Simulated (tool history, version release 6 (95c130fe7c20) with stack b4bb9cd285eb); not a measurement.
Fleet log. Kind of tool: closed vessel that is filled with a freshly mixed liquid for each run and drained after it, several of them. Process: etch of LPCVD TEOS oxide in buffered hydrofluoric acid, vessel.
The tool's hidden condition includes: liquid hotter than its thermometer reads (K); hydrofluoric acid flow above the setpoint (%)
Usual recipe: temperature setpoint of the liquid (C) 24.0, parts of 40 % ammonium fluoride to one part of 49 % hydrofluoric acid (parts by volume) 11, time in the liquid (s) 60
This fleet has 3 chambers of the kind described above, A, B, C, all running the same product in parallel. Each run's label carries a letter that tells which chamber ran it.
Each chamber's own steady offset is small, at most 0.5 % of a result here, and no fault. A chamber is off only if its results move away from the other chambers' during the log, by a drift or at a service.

| run | hour | temperature setpoint of the liquid (C) | parts of 40 % ammonium fluoride to one part of 49 % hydrofluoric acid (parts by volume) | time in the liquid (s) | hours since the thermometer was replaced | hours since the hydrofluoric acid flow meter was replaced | read-back film thickness of the LPCVD TEOS oxide reference wafer, read on the same gauge (nm) | thickness taken off the LPCVD TEOS oxide on a monitor wafer (Å) |
|---|---|---|---|---|---|---|---|---|
| 1B | 8.1 | 24.0 | 11 | 60 | 1237.5 | 17.3 | 140.00 | 2350.1 |
| 2A | 17.3 | 24.0 | 11 | 60 | 1362.5 | 459.1 | 140.01 | 2380.2 |
| 3C | 26.4 | 24.0 | 11 | 60 | 902.9 | 165.3 | 140.01 | 2361.2 |
| 4A | 34.7 | 24.0 | 11 | 60 | 1379.9 | 476.5 | 139.98 | 2370.8 |
| 5B | 45.6 | 24.0 | 11 | 60 | 1275.0 | 54.8 | 140.00 | 2354.3 |
|  | 47.9 | chamber A: thermometer replaced |
| 6C | 57.5 | 20.5 | 11 | 90 | 934.0 | 196.4 | 139.99 | 2948.3 |
| 7B | 65.7 | 20.5 | 11 | 90 | 1295.1 | 74.9 | 139.98 | 2959.6 |
| 8C | 78.2 | 20.5 | 11 | 90 | 954.7 | 217.1 | 139.99 | 2924.4 |
| 9A | 89.4 | 24.0 | 11 | 60 | 41.5 | 531.2 | 140.03 | 2379.4 |
| 10A | 101.9 | 24.0 | 11 | 60 | 54.0 | 543.7 | 140.02 | 2384.7 |
| 11C | 113.3 | 24.0 | 11 | 60 | 989.8 | 252.2 | 140.02 | 2350.3 |
| 12B | 124.2 | 24.0 | 11 | 60 | 1353.6 | 133.4 | 140.04 | 2392.9 |
| 13C | 131.6 | 24.0 | 11 | 60 | 1008.1 | 270.5 | 139.98 | 2324.9 |
| 14A | 142.4 | 24.0 | 11 | 60 | 94.5 | 584.2 | 139.96 | 2359.6 |
| 15B | 156.9 | 24.0 | 11 | 60 | 1386.3 | 166.1 | 140.01 | 2394.6 |
| 16A | 165.3 | 20.0 | 11 | 60 | 117.4 | 607.1 | 139.99 | 1903.1 |
| 17B | 179.2 | 20.0 | 11 | 60 | 1408.6 | 188.4 | 140.02 | 1899.9 |
| 18C | 192.5 | 20.0 | 11 | 60 | 1069.0 | 331.4 | 139.99 | 1874.5 |
| 19B | 204.1 | 24.0 | 11 | 30 | 1433.5 | 213.3 | 139.95 | 1197.7 |
| 20A | 213.3 | 24.0 | 11 | 30 | 165.4 | 655.1 | 140.03 | 1206.0 |
| 21C | 219.8 | 24.0 | 11 | 30 | 1096.3 | 358.7 | 140.01 | 1181.0 |
|  | 228.8 | chamber B: thermometer replaced |
| 22A | 234.2 | 24.0 | 11 | 60 | 186.3 | 676.0 | 140.01 | 2352.3 |
| 23C | 244.1 | 28.0 | 11 | 80 | 1120.6 | 383.0 | 139.97 | 3894.4 |
| 24B | 253.1 | 28.0 | 11 | 80 | 24.3 | 262.3 | 140.02 | 3868.7 |
| 25B | 266.5 | 28.0 | 11 | 80 | 37.7 | 275.7 | 140.04 | 3920.0 |
|  | 271.0 | chamber C: thermometer replaced |
| 26A | 278.2 | 24.0 | 11 | 60 | 230.3 | 720.0 | 139.97 | 2391.5 |
| 27C | 288.2 | 24.0 | 11 | 60 | 17.3 | 427.1 | 140.02 | 2324.4 |
| 28B | 297.2 | 24.0 | 11 | 60 | 68.4 | 306.4 | 140.00 | 2353.4 |
| 29C | 304.6 | 24.0 | 11 | 60 | 33.7 | 443.5 | 140.05 | 2313.3 |
| 30A | 314.1 | 24.0 | 11 | 60 | 266.2 | 755.9 | 139.97 | 2394.7 |
|  | 320.6 | chamber C: hydrofluoric acid flow meter replaced |
| 31A | 328.0 | 24.0 | 11 | 60 | 280.1 | 769.8 | 139.99 | 2362.8 |
| 32C | 336.3 | 24.0 | 11 | 60 | 65.4 | 15.8 | 139.98 | 2360.8 |
| 33B | 342.8 | 21.0 | 8 | 60 | 114.0 | 352.0 | 140.02 | 2636.0 |
| 34C | 352.7 | 21.0 | 8 | 60 | 81.8 | 32.2 | 139.97 | 2680.4 |
| 35B | 366.0 | 21.0 | 8 | 60 | 137.2 | 375.2 | 140.03 | 2667.8 |
| 36A | 375.8 | 24.0 | 11 | 60 | 327.9 | 817.6 | 140.00 | 2375.0 |
| 37A | 389.2 | 24.0 | 11 | 60 | 341.3 | 831.0 | 139.94 | 2327.7 |
| 38C | 400.1 | 24.0 | 11 | 60 | 129.2 | 79.6 | 139.96 | 2346.6 |

One chamber off, gauge drift, or nothing amiss beyond the chambers' own small offsets? If it is a chamber, which one, and what is the likeliest cause?

Neither any chamber nor the gauge drifts; the chambers differ only by their own small, steady offsets.
